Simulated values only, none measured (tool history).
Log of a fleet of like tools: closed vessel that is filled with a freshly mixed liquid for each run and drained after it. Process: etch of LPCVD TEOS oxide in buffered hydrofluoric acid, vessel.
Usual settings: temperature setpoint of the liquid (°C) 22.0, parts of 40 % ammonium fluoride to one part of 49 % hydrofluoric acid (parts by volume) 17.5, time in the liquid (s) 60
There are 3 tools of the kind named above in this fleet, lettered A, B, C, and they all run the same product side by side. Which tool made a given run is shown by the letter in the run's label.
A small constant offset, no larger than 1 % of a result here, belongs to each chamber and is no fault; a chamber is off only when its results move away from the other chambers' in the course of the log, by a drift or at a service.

| run | hour | temperature setpoint of the liquid (°C) | parts of 40 % ammonium fluoride to one part of 49 % hydrofluoric acid (parts by volume) | time in the liquid (s) | read-back film thickness of the LPCVD TEOS oxide reference wafer, read on the same gauge (nm) | thickness taken off the LPCVD TEOS oxide on a monitor wafer (nm) |
|---|---|---|---|---|---|---|
| 1A | 4.8 | 22.0 | 17.5 | 60 | 150.03 | 151.26 |
| 2B | 13.7 | 22.0 | 17.5 | 60 | 150.01 | 151.12 |
| 3C | 19.4 | 22.0 | 17.5 | 60 | 149.98 | 151.99 |
| 4C | 24.0 | 22.0 | 17.5 | 60 | 150.01 | 153.50 |
| 5A | 29.9 | 22.0 | 17.5 | 60 | 150.01 | 151.58 |
| 6B | 37.6 | 22.0 | 17.5 | 60 | 150.01 | 151.05 |
| 7A | 42.7 | 22.0 | 17.5 | 60 | 150.01 | 150.99 |
| 8C | 48.8 | 22.0 | 12.0 | 60 | 150.01 | 219.23 |
| 9B | 54.8 | 22.0 | 12.0 | 60 | 150.02 | 219.89 |
|  | 59.6 | chamber A: hydrofluoric acid flow meter replaced |
| 10C | 62.1 | 22.0 | 12.0 | 60 | 150.02 | 222.16 |
| 11A | 69.7 | 22.0 | 17.5 | 60 | 150.01 | 152.37 |
| 12B | 76.3 | 22.0 | 17.5 | 60 | 150.02 | 150.47 |
| 13A | 82.0 | 22.0 | 17.5 | 60 | 149.98 | 150.95 |
| 14C | 88.2 | 22.0 | 17.5 | 60 | 149.95 | 151.99 |
| 15B | 96.8 | 22.0 | 17.5 | 60 | 149.98 | 151.62 |
| 16A | 101.9 | 22.0 | 14.5 | 75 | 150.02 | 228.05 |
| 17C | 110.9 | 22.0 | 14.5 | 75 | 150.00 | 226.21 |
| 18B | 117.0 | 22.0 | 14.5 | 75 | 149.98 | 226.89 |
| 19B | 121.1 | 22.0 | 17.5 | 60 | 149.99 | 150.41 |
| 20C | 126.4 | 20.5 | 17.5 | 60 | 150.00 | 137.16 |
| 21A | 132.2 | 20.5 | 17.5 | 60 | 149.99 | 139.75 |
| 22A | 139.3 | 20.5 | 17.5 | 60 | 149.98 | 138.90 |
| 23C | 147.8 | 22.0 | 17.5 | 60 | 149.99 | 149.69 |
| 24B | 153.1 | 22.0 | 11.0 | 90 | 149.99 | 359.35 |
| 25A | 160.9 | 22.0 | 11.0 | 90 | 150.00 | 354.65 |
| 26C | 170.1 | 22.0 | 11.0 | 90 | 149.97 | 348.43 |
| 27B | 174.9 | 22.0 | 17.5 | 60 | 150.00 | 150.69 |
| 28A | 180.2 | 22.0 | 17.5 | 60 | 150.00 | 151.99 |
| 29C | 185.1 | 18.0 | 17.5 | 60 | 149.99 | 116.63 |
| 30B | 193.6 | 18.0 | 17.5 | 60 | 149.99 | 120.16 |
| 31C | 201.9 | 18.0 | 17.5 | 60 | 149.99 | 116.02 |
| 32A | 209.0 | 22.0 | 17.5 | 60 | 150.01 | 151.28 |
| 33B | 213.6 | 22.0 | 17.5 | 60 | 150.00 | 150.55 |
| 34C | 222.3 | 22.0 | 17.5 | 60 | 150.02 | 144.05 |
| 35A | 228.7 | 22.0 | 17.5 | 60 | 150.02 | 150.87 |

Is one chamber off against the others, does the gauge drift, or is nothing wrong? If a chamber is off, say which, and what the likeliest cause is.

It is chamber C that slowly wanders off from its peers.
Most likely cause: liquid colder than its thermometer reads (K) = 1.15.
With only this log, it may be confused with: hydrofluoric acid flow below the setpoint (%).

Which of the 4 candidates below, each the usual settings with something changed and its results left as question marks, puts chamber C back in line with what the other chambers give on the usual settings?
Maximum distance from the other chambers' mean on the usual settings for a result to count as in line: thickness taken off the LPCVD TEOS oxide on a monitor wafer (nm) 2.40
| 36C-1 | 235.4 | 22.0 | 17.0 | 60 |  | ? |
| 36C-2 | 235.4 | 22.0 | 18.0 | 60 |  | ? |
| 36C-3 | 235.4 | 21.5 | 18.0 | 60 |  | ? |
| 36C-4 | 235.4 | 22.0 | 16.5 | 60 |  | ? |

Other chambers, usual settings, mean: thickness taken off the LPCVD TEOS oxide on a monitor wafer (nm) 151.07
| run | thickness taken off the LPCVD TEOS oxide on a monitor wafer (nm) |
|---|---|
| 36C-1 | 147.04 |
| 36C-2 | 139.00 |
| 36C-3 | 135.17 |
| 36C-4 | 151.42 |
36C-4 puts the chamber back in line with the other chambers.
